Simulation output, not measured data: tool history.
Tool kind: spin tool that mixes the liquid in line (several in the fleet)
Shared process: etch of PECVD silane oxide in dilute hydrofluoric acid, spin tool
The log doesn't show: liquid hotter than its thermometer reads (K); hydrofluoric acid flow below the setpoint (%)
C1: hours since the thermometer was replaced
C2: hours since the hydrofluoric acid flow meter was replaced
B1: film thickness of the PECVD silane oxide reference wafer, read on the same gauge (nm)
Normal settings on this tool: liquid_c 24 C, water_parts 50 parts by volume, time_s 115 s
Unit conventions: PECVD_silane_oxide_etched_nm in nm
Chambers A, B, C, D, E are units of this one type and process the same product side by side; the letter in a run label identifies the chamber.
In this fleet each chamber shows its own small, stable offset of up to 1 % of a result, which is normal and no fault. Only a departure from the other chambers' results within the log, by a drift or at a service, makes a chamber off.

Run 1A, hour 6.5: usual settings; C1 460.1; C2 102.2; B1 29.969. Result: PECVD_silane_oxide_etched_nm 35.851 nm.
Run 2E, hour 20.6: usual settings; C1 720.3; C2 419.7; B1 29.993. Result: PECVD_silane_oxide_etched_nm 37.353 nm.
Run 3B, hour 33.1: usual settings; C1 1523.9; C2 397.6; B1 29.97. Result: PECVD_silane_oxide_etched_nm 36.676 nm.
Run 4D, hour 43.9: usual settings; C1 563.1; C2 939.1; B1 30.004. Result: PECVD_silane_oxide_etched_nm 37.114 nm.
Run 5C, hour 54: usual settings; C1 454.3; C2 543.1; B1 29.987. Result: PECVD_silane_oxide_etched_nm 36.865 nm.
Run 6C, hour 63.8: usual settings but liquid_c 28.5 C; C1 464.1; C2 552.9; B1 30.046. Result: PECVD_silane_oxide_etched_nm 44.138 nm.
Run 7B, hour 77.1: usual settings but liquid_c 28.5 C; C1 1567.9; C2 441.6; B1 29.964. Result: PECVD_silane_oxide_etched_nm 44.166 nm.
Run 8D, hour 87.4: usual settings but liquid_c 28.5 C; C1 606.6; C2 982.6; B1 29.997. Result: PECVD_silane_oxide_etched_nm 43.566 nm.
Run 9A, hour 98.9: usual settings but liquid_c 28.5 C; C1 552.5; C2 194.6; B1 30.008. Result: PECVD_silane_oxide_etched_nm 43.685 nm.
Run 10E, hour 108: usual settings but liquid_c 28.5 C; C1 807.7; C2 507.1; B1 30.033. Result: PECVD_silane_oxide_etched_nm 44.141 nm.
Run 11B, hour 122.2: usual settings; C1 1613; C2 486.7; B1 29.985. Result: PECVD_silane_oxide_etched_nm 37.059 nm.
Run 12C, hour 129.9: usual settings; C1 530.2; C2 619; B1 29.993. Result: PECVD_silane_oxide_etched_nm 36.851 nm.
Run 13D, hour 138.6: usual settings; C1 657.8; C2 1033.8; B1 29.987. Result: PECVD_silane_oxide_etched_nm 36.406 nm.
Run 14E, hour 152.1: usual settings; C1 851.8; C2 551.2; B1 29.999. Result: PECVD_silane_oxide_etched_nm 37.15 nm.
Run 15A, hour 159.1: usual settings; C1 612.7; C2 254.8; B1 29.988. Result: PECVD_silane_oxide_etched_nm 36.83 nm.
Run 16E, hour 173.3: usual settings but water_parts 60 parts by volume, time_s 150 s; C1 873; C2 572.4; B1 30.027. Result: PECVD_silane_oxide_etched_nm 40.099 nm.
At hour 178.2: chamber B: hydrofluoric acid flow meter replaced.
At hour 182: chamber D: thermometer replaced.
Run 17C, hour 188.2: usual settings but water_parts 60 parts by volume, time_s 150 s; C1 588.5; C2 677.3; B1 30.027. Result: PECVD_silane_oxide_etched_nm 39.175 nm.
At hour 189.3: chamber E: hydrofluoric acid flow meter replaced.
Run 18D, hour 201.4: usual settings but water_parts 60 parts by volume, time_s 150 s; C1 19.5; C2 1096.6; B1 30.02. Result: PECVD_silane_oxide_etched_nm 39.497 nm.
Run 19A, hour 211: usual settings but water_parts 60 parts by volume, time_s 150 s; C1 664.6; C2 306.7; B1 29.945. Result: PECVD_silane_oxide_etched_nm 39.078 nm.
Run 20B, hour 219: usual settings but water_parts 60 parts by volume, time_s 150 s; C1 1709.8; C2 40.8; B1 29.985. Result: PECVD_silane_oxide_etched_nm 39.866 nm.
Run 21A, hour 226.8: usual settings but water_parts 30 parts by volume, time_s 55 s; C1 680.4; C2 322.5; B1 29.964. Result: PECVD_silane_oxide_etched_nm 29.723 nm.
Run 22B, hour 236.4: usual settings but water_parts 30 parts by volume, time_s 55 s; C1 1727.2; C2 58.2; B1 29.974. Result: PECVD_silane_oxide_etched_nm 30.338 nm.
Run 23E, hour 251.1: usual settings but water_parts 30 parts by volume, time_s 55 s; C1 950.8; C2 61.9; B1 30.008. Result: PECVD_silane_oxide_etched_nm 30.528 nm.
Run 24C, hour 259: usual settings but water_parts 30 parts by volume, time_s 55 s; C1 659.3; C2 748.1; B1 29.97. Result: PECVD_silane_oxide_etched_nm 29.496 nm.
Run 25D, hour 268.3: usual settings but water_parts 30 parts by volume, time_s 55 s; C1 86.4; C2 1163.5; B1 29.977. Result: PECVD_silane_oxide_etched_nm 30.091 nm.
Run 26D, hour 278.2: usual settings; C1 96.3; C2 1173.4; B1 29.947. Result: PECVD_silane_oxide_etched_nm 36.543 nm.
Run 27B, hour 288.3: usual settings; C1 1779.1; C2 110.1; B1 29.984. Result: PECVD_silane_oxide_etched_nm 36.67 nm.
Run 28C, hour 301.8: usual settings; C1 702.1; C2 790.9; B1 29.96. Result: PECVD_silane_oxide_etched_nm 34.899 nm.
Run 29A, hour 314.9: usual settings; C1 768.5; C2 410.6; B1 30.01. Result: PECVD_silane_oxide_etched_nm 36.805 nm.
Run 30E, hour 322.5: usual settings; C1 1022.2; C2 133.3; B1 30.023. Result: PECVD_silane_oxide_etched_nm 36.925 nm.
Run 31D, hour 335.2: usual settings; C1 153.3; C2 1230.4; B1 29.979. Result: PECVD_silane_oxide_etched_nm 37.067 nm.
Run 32E, hour 349: usual settings; C1 1048.7; C2 159.8; B1 30.034. Result: PECVD_silane_oxide_etched_nm 37.187 nm.
Run 33B, hour 362.8: usual settings; C1 1853.6; C2 184.6; B1 29.982. Result: PECVD_silane_oxide_etched_nm 36.791 nm.
Run 34A, hour 369.8: usual settings; C1 823.4; C2 465.5; B1 30. Result: PECVD_silane_oxide_etched_nm 36.112 nm.
Run 35C, hour 382.8: usual settings; C1 783.1; C2 871.9; B1 29.969. Result: PECVD_silane_oxide_etched_nm 34.734 nm.
Run 36B, hour 390.7: usual settings; C1 1881.5; C2 212.5; B1 29.985. Result: PECVD_silane_oxide_etched_nm 36.795 nm.

For the next run the whole fleet of 5 chambers uses the same settings. Give each chamber's results:
Run 37A, hour 401.4: usual settings. Result: PECVD_silane_oxide_etched_nm ?.
Run 37B, hour 401.4: usual settings. Result: PECVD_silane_oxide_etched_nm ?.
Run 37C, hour 401.4: usual settings. Result: PECVD_silane_oxide_etched_nm ?.
Run 37D, hour 401.4: usual settings. Result: PECVD_silane_oxide_etched_nm ?.
Run 37E, hour 401.4: usual settings. Result: PECVD_silane_oxide_etched_nm ?.

run  PECVD_silane_oxide_etched_nm
37A                        36.069
37B                        37.139
37C                        34.199
37D                        36.495
37E                        36.789
